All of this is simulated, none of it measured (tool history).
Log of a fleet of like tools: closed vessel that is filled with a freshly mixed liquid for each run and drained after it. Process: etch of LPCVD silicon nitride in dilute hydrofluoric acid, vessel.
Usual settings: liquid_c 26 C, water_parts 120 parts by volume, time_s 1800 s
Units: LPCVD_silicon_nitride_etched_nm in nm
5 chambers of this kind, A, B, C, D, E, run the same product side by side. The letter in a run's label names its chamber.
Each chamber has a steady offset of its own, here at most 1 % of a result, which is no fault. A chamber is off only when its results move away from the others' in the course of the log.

| run | day | liquid_c | water_parts | time_s | hours since the thermometer was replaced | hours since the hydrofluoric acid flow meter was replaced | read-back film thickness of the LPCVD silicon nitride reference wafer, read on the same gauge (nm) | LPCVD_silicon_nitride_etched_nm |
|---|---|---|---|---|---|---|---|---|
| 1A | 0.404 | 26 | 120 | 1800 | 608.6 | 287.7 | 79.983 | 7.9914 |
| 2E | 0.875 | 26 | 120 | 1800 | 405.5 | 1003.1 | 80.001 | 8.0082 |
| 3B | 1.342 | 26 | 120 | 1800 | 743 | 919 | 79.991 | 7.9759 |
| 4C | 1.812 | 26 | 120 | 1800 | 962 | 1019.3 | 80.033 | 7.9791 |
| 5D | 2.267 | 26 | 120 | 1800 | 808.2 | 1497.8 | 79.996 | 8.0242 |
| 6E | 2.621 | 26 | 120 | 1800 | 447.4 | 1045 | 79.981 | 8.0271 |
| 7C | 3.042 | 26 | 120 | 1800 | 991.5 | 1048.8 | 79.974 | 7.8955 |
| 8B | 3.371 | 26 | 120 | 1800 | 791.7 | 967.7 | 79.974 | 7.9499 |
| 9A | 3.871 | 26 | 120 | 1800 | 691.8 | 370.9 | 80.007 | 7.9114 |
| 10D | 4.188 | 26 | 120 | 1800 | 854.3 | 1543.9 | 80.006 | 8.0959 |
| 11E | 4.588 | 26 | 120 | 1800 | 494.6 | 1092.2 | 79.991 | 7.9757 |
|  | 4.633 | chamber C: hydrofluoric acid flow meter replaced |
|  | 4.858 | chamber D: hydrofluoric acid flow meter replaced |
| 12B | 4.896 | 26 | 120 | 1800 | 828.3 | 1004.3 | 79.956 | 8.0331 |
| 13C | 5.35 | 26 | 120 | 1800 | 1046.9 | 17.3 | 79.989 | 7.9138 |
| 14D | 5.662 | 26 | 120 | 1800 | 889.7 | 19.3 | 79.982 | 8.016 |
| 15A | 5.988 | 26 | 120 | 1800 | 742.6 | 421.7 | 79.992 | 7.9676 |
| 16C | 6.246 | 26 | 120 | 1800 | 1068.4 | 38.8 | 80.017 | 7.9731 |
| 17D | 6.554 | 22 | 75 | 1800 | 911.1 | 40.7 | 80.026 | 9.8138 |
| 18B | 6.908 | 22 | 75 | 1800 | 876.6 | 1052.6 | 79.993 | 9.6074 |
| 19E | 7.446 | 22 | 75 | 1800 | 563.2 | 1160.8 | 79.979 | 9.7567 |
| 20A | 7.821 | 22 | 75 | 1800 | 786.6 | 465.7 | 80.004 | 9.7662 |
| 21A | 8.225 | 22 | 75 | 1800 | 796.3 | 475.4 | 79.977 | 9.6225 |
| 22C | 8.767 | 26 | 120 | 1800 | 1128.9 | 99.3 | 80.017 | 8.0437 |
| 23D | 9.121 | 26 | 120 | 1800 | 972.7 | 102.3 | 79.99 | 8.0136 |
| 24B | 9.675 | 26 | 120 | 1800 | 943 | 1119 | 79.995 | 8.0019 |
| 25E | 10.062 | 26 | 120 | 1800 | 626 | 1223.6 | 80.02 | 7.9939 |
| 26A | 10.642 | 26 | 120 | 1800 | 854.3 | 533.4 | 80.015 | 7.8153 |
| 27B | 11.112 | 26 | 120 | 1800 | 977.5 | 1153.5 | 79.978 | 8.0103 |
| 28E | 11.533 | 26 | 140 | 2130 | 661.3 | 1258.9 | 80.003 | 8.1498 |
| 29D | 12.004 | 26 | 140 | 2130 | 1041.9 | 171.5 | 80.005 | 8.181 |
|  | 12.154 | chamber A: hydrofluoric acid flow meter replaced |
| 30C | 12.521 | 26 | 140 | 2130 | 1219 | 189.4 | 79.99 | 7.9931 |
| 31E | 13.075 | 26 | 140 | 2130 | 698.3 | 1295.9 | 80.017 | 8.1027 |
| 32B | 13.583 | 26 | 140 | 2130 | 1036.8 | 1212.8 | 79.989 | 8.1325 |
| 33D | 14.167 | 26 | 120 | 1800 | 1093.8 | 223.4 | 79.99 | 8.0656 |
| 34C | 14.512 | 26 | 120 | 1800 | 1266.8 | 237.2 | 79.983 | 7.9108 |
| 35A | 14.962 | 26 | 120 | 1800 | 958 | 67.4 | 79.99 | 7.5928 |

All 5 chambers run these settings next. Forecast each chamber's results:
| 36A | 15.379 | 26 | 120 | 1800 |  |  |  | ? |
| 36B | 15.379 | 26 | 120 | 1800 |  |  |  | ? |
| 36C | 15.379 | 26 | 120 | 1800 |  |  |  | ? |
| 36D | 15.379 | 26 | 120 | 1800 |  |  |  | ? |
| 36E | 15.379 | 26 | 120 | 1800 |  |  |  | ? |

| run | LPCVD_silicon_nitride_etched_nm |
|---|---|
| 36A | 7.6211 |
| 36B | 8.0072 |
| 36C | 7.8719 |
| 36D | 7.996 |
| 36E | 7.9863 |

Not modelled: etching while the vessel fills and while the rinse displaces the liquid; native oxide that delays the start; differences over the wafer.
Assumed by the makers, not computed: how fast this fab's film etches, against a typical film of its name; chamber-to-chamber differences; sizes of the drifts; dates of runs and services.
